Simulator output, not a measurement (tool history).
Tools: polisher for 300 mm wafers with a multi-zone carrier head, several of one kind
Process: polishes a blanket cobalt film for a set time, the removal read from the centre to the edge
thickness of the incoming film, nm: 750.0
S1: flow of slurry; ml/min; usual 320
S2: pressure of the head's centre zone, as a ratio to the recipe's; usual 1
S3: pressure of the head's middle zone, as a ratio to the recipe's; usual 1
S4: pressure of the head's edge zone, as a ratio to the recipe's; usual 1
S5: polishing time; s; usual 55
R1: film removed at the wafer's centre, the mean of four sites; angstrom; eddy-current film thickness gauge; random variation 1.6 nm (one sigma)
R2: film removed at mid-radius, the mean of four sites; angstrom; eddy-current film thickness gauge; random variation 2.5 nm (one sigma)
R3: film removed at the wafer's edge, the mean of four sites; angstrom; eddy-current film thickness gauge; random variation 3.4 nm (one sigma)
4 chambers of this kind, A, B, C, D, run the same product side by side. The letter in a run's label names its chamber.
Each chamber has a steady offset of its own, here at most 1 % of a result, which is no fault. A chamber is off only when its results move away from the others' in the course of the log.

run   hour   S1  S2    S3    S4  S5      R1      R2      R3
 1A    8.2  320   1     1     1  55  2325.5  2321.9  2331.2
      11.2  -- chamber B: worn pad replaced by a new one
 2D   13.3  320   1     1     1  55  2344.2  2379.8    2384
      15.1  -- chamber A: worn pad replaced by a new one
 3C   21.1  320   1     1     1  55  2344.7  2291.2  2344.6
 4B   29.4  320   1     1     1  55  2372.2    2356    2329
      32.8  -- chamber D: worn pad replaced by a new one
 5A   37.3  320   1     1     1  55  2361.3  2339.1  2352.2
 6D   45.8  230   1     1     1  55  2241.9  2293.1  2261.5
 7C   50.3  230   1     1     1  55  2278.7    2226  2251.5
      52.5  -- chamber C: worn pad replaced by a new one
 8B   54.9  230   1     1     1  55  2243.7    2251    2263
 9D   61.1  230   1     1     1  55  2242.2  2211.1  2303.6
10C   69.4  320   1     1  0.89  48  2057.9  2042.4  1940.4
11B   77.9  320   1     1  0.89  48  2044.3  2077.7  1930.7
12A   86.5  320   1     1  0.89  48  2092.1  2089.2    1922
      87.3  -- chamber A: slurry nozzle cleaned
13C   95.3  320   1     1  0.89  48  2039.5  2040.5  1975.1
14D  103.2  320   1     1     1  55  2362.1  2345.2  2395.6
15B  112.3  320   1     1     1  55  2336.9    2335  2309.1
     118.7  -- chamber A: edge zone pressure recalibrated
16A  121.2  320   1     1     1  55  2404.5  2318.3  2359.5
17D  129.4  320   1     1     1  55    2368  2385.3  2397.2
     129.8  -- chamber C: worn pad replaced by a new one
       130  -- chamber C: centre zone pressure recalibrated
     130.8  -- chamber B: worn pad replaced by a new one
18B  138.9  320   1     1     1  55  2363.7  2383.3  2336.3
19C  143.6  320   1     1     1  55  2343.5  2334.8    2377
20A    148  320   1     1     1  55  2404.8  2360.4  2339.4
     149.7  -- chamber C: edge zone pressure recalibrated
21A  155.3  270   1  0.92     1  55  2395.2  2141.9  2309.5
22D  164.6  270   1  0.92     1  55  2306.1  2165.3  2387.6
23B  171.9  270   1  0.92     1  55    2299  2180.9  2283.8
     173.3  -- chamber D: worn pad replaced by a new one
24C  178.1  270   1  0.92     1  55  2302.1  2107.2  2326.1
     182.1  -- chamber C: slurry nozzle cleaned
25B  185.8  320   1     1     1  55    2349  2340.6  2363.9
26C  195.6  320   1  1.09     1  55  2352.1  2521.5  2372.6
     197.5  -- chamber A: worn pad replaced by a new one
27D  200.6  320   1  1.09     1  55  2364.6  2584.6  2363.3
28A  205.7  320   1  1.09     1  55  2488.3  2535.4  2295.4
     210.4  -- chamber C: worn pad replaced by a new one
29A    212  320   1  1.09     1  55  2516.7  2562.9  2321.3
30B  219.4  320   1     1     1  55  2337.5  2350.7  2374.6
31D  227.9  320   1     1     1  55  2348.4  2339.8  2348.8
32C  237.6  320   1     1     1  55    2371  2335.9  2374.9
33A  245.5  235   1     1     1  55  2429.2  2273.2  2277.3
     250.4  -- chamber B: worn pad replaced by a new one
34D  251.1  235   1     1     1  55  2274.8    2271  2269.1
     254.4  -- chamber B: slurry nozzle cleaned
35B  259.7  235   1     1     1  55  2266.6  2291.4    2278
36C  264.9  235   1     1     1  55  2291.4  2196.7    2273
37A  272.8  320   1     1     1  55  2538.2  2292.8  2305.4
     275.8  -- chamber C: worn pad replaced by a new one
38D  279.6  320   1     1     1  55  2349.1  2370.1  2402.3
39C  285.7  320   1     1     1  55  2349.7  2294.5  2358.6

All 4 chambers run these settings next. Forecast each chamber's results:
40A  292.8  320   1   1   1  55   ?   ?   ?
40B  292.8  320   1   1   1  55   ?   ?   ?
40C  292.8  320   1   1   1  55   ?   ?   ?
40D  292.8  320   1   1   1  55   ?   ?   ?

run      R1      R2      R3
40A  2580.4  2367.8  2378.6
40B  2343.1    2366  2436.6
40C  2358.5  2310.4  2348.1
40D    2368  2385.9  2317.1
